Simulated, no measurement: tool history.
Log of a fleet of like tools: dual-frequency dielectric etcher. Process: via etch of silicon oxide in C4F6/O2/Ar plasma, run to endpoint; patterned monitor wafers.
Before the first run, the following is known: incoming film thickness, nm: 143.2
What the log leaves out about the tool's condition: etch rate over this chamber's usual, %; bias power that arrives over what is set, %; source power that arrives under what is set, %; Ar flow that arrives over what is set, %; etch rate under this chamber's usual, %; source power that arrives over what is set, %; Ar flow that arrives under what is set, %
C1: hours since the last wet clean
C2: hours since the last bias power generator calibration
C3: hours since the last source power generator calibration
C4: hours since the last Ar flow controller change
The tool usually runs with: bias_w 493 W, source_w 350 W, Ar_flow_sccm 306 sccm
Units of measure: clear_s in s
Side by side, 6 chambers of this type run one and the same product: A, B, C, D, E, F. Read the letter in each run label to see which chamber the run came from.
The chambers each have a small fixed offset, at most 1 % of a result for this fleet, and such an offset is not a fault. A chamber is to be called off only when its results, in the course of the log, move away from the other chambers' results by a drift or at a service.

Run 1F, hour 8.9: usual settings; C1 156.9; C2 797.1; C3 1751.5; C4 4810.2. Result: clear_s 33.774 s.
Run 2D, hour 23.3: usual settings; C1 395.9; C2 96.5; C3 902.7; C4 4399.9. Result: clear_s 33.286 s.
Run 3A, hour 31.3: usual settings; C1 70.1; C2 1411.9; C3 4544.7; C4 3798.9. Result: clear_s 33.374 s.
At hour 40.9: chamber D: Ar flow controller replaced.
Run 4C, hour 41.1: usual settings; C1 247.1; C2 158.0; C3 1057.1; C4 2744.5. Result: clear_s 33.305 s.
Run 5B, hour 49.6: usual settings; C1 226.0; C2 135.8; C3 1672.2; C4 1382.1. Result: clear_s 33.068 s.
At hour 51.1: chamber E: Ar flow controller replaced.
Run 6E, hour 60.9: usual settings; C1 327.2; C2 2879.1; C3 2060.0; C4 9.9. Result: clear_s 33.278 s.
Run 7E, hour 72.6: usual settings; C1 338.9; C2 2890.8; C3 2071.7; C4 21.6. Result: clear_s 33.587 s.
At hour 77.7: chamber D: wet clean of the chamber.
Run 8C, hour 82.2: usual settings; C1 288.2; C2 199.1; C3 1098.2; C4 2785.6. Result: clear_s 33.253 s.
Run 9B, hour 92.2: usual settings; C1 268.6; C2 178.4; C3 1714.8; C4 1424.7. Result: clear_s 33.460 s.
Run 10A, hour 100.2: usual settings but bias_w 438 W, Ar_flow_sccm 358 sccm; C1 139.0; C2 1480.8; C3 4613.6; C4 3867.8. Result: clear_s 35.568 s.
Run 11D, hour 113.9: usual settings but bias_w 438 W, Ar_flow_sccm 358 sccm; C1 36.3; C2 187.1; C3 993.3; C4 73.0. Result: clear_s 35.636 s.
At hour 122.6: chamber A: bias power generator calibrated.
Run 12F, hour 123.4: usual settings but bias_w 438 W, Ar_flow_sccm 358 sccm; C1 271.4; C2 911.6; C3 1866.0; C4 4924.7. Result: clear_s 35.428 s.
Run 13D, hour 134.7: usual settings but bias_w 438 W, Ar_flow_sccm 358 sccm; C1 57.1; C2 207.9; C3 1014.1; C4 93.8. Result: clear_s 35.700 s.
Run 14B, hour 143.1: usual settings but bias_w 438 W, Ar_flow_sccm 358 sccm; C1 319.5; C2 229.3; C3 1765.7; C4 1475.6. Result: clear_s 35.719 s.
Run 15A, hour 154.2: usual settings but bias_w 438 W, Ar_flow_sccm 358 sccm; C1 193.0; C2 31.7; C3 4667.6; C4 3921.8. Result: clear_s 35.968 s.
Run 16F, hour 163.1: usual settings; C1 311.1; C2 951.3; C3 1905.7; C4 4964.4. Result: clear_s 33.653 s.
At hour 164.7: chamber A: source power generator calibrated.
Run 17E, hour 171.9: usual settings; C1 438.2; C2 2990.1; C3 2171.0; C4 120.9. Result: clear_s 33.445 s.
Run 18C, hour 182.7: usual settings; C1 388.7; C2 299.6; C3 1198.7; C4 2886.1. Result: clear_s 33.140 s.
At hour 193.7: chamber E: wet clean of the chamber.
Run 19B, hour 196.6: usual settings; C1 373.0; C2 282.8; C3 1819.2; C4 1529.1. Result: clear_s 34.042 s.
Run 20A, hour 208.6: usual settings; C1 247.4; C2 86.1; C3 44.0; C4 3976.2. Result: clear_s 33.467 s.
Run 21C, hour 222.9: usual settings; C1 428.9; C2 339.8; C3 1238.9; C4 2926.3. Result: clear_s 33.300 s.
Run 22E, hour 235.8: usual settings; C1 42.1; C2 3054.0; C3 2234.9; C4 184.8. Result: clear_s 33.546 s.
Run 23F, hour 244.2: usual settings; C1 392.2; C2 1032.4; C3 1986.8; C4 5045.5. Result: clear_s 33.329 s.
Run 24D, hour 255.5: usual settings but bias_w 567 W; C1 177.9; C2 328.7; C3 1134.9; C4 214.6. Result: clear_s 31.793 s.
Run 25F, hour 264.2: usual settings but bias_w 567 W; C1 412.2; C2 1052.4; C3 2006.8; C4 5065.5. Result: clear_s 31.760 s.
At hour 268.4: chamber E: source power generator calibrated.
Run 26D, hour 272.1: usual settings but bias_w 567 W; C1 194.5; C2 345.3; C3 1151.5; C4 231.2. Result: clear_s 31.631 s.
Run 27C, hour 283.9: usual settings but bias_w 567 W; C1 489.9; C2 400.8; C3 1299.9; C4 2987.3. Result: clear_s 31.474 s.
Run 28B, hour 292.7: usual settings but bias_w 567 W; C1 469.1; C2 378.9; C3 1915.3; C4 1625.2. Result: clear_s 32.389 s.
Run 29A, hour 304.9: usual settings but bias_w 567 W; C1 343.7; C2 182.4; C3 140.3; C4 4072.5. Result: clear_s 31.604 s.
Run 30E, hour 313.8: usual settings; C1 120.1; C2 3132.0; C3 45.5; C4 262.8. Result: clear_s 33.323 s.
Run 31A, hour 320.8: usual settings; C1 359.6; C2 198.3; C3 156.2; C4 4088.4. Result: clear_s 33.097 s.
Run 32F, hour 333.8: usual settings; C1 481.8; C2 1122.0; C3 2076.4; C4 5135.1. Result: clear_s 33.461 s.
Run 33C, hour 349.1: usual settings; C1 555.1; C2 466.0; C3 1365.1; C4 3052.5. Result: clear_s 33.381 s.
Run 34E, hour 362.2: usual settings but bias_w 411 W, source_w 440 W; C1 168.5; C2 3180.4; C3 93.9; C4 311.2. Result: clear_s 32.886 s.
Run 35D, hour 374.4: usual settings but bias_w 411 W, source_w 440 W; C1 296.8; C2 447.6; C3 1253.8; C4 333.5. Result: clear_s 32.593 s.
Run 36B, hour 384.7: usual settings but bias_w 411 W, source_w 440 W; C1 561.1; C2 470.9; C3 2007.3; C4 1717.2. Result: clear_s 33.867 s.

All 6 chambers run these settings next. Forecast each chamber's results:
Run 37A, hour 395.9: usual settings but Ar_flow_sccm 380 sccm. Result: clear_s ?.
Run 37B, hour 395.9: usual settings but Ar_flow_sccm 380 sccm. Result: clear_s ?.
Run 37C, hour 395.9: usual settings but Ar_flow_sccm 380 sccm. Result: clear_s ?.
Run 37D, hour 395.9: usual settings but Ar_flow_sccm 380 sccm. Result: clear_s ?.
Run 37E, hour 395.9: usual settings but Ar_flow_sccm 380 sccm. Result: clear_s ?.
Run 37F, hour 395.9: usual settings but Ar_flow_sccm 380 sccm. Result: clear_s ?.

run  clear_s
37A   34.091
37B   35.193
37C   34.153
37D   34.526
37E   34.406
37F   34.459

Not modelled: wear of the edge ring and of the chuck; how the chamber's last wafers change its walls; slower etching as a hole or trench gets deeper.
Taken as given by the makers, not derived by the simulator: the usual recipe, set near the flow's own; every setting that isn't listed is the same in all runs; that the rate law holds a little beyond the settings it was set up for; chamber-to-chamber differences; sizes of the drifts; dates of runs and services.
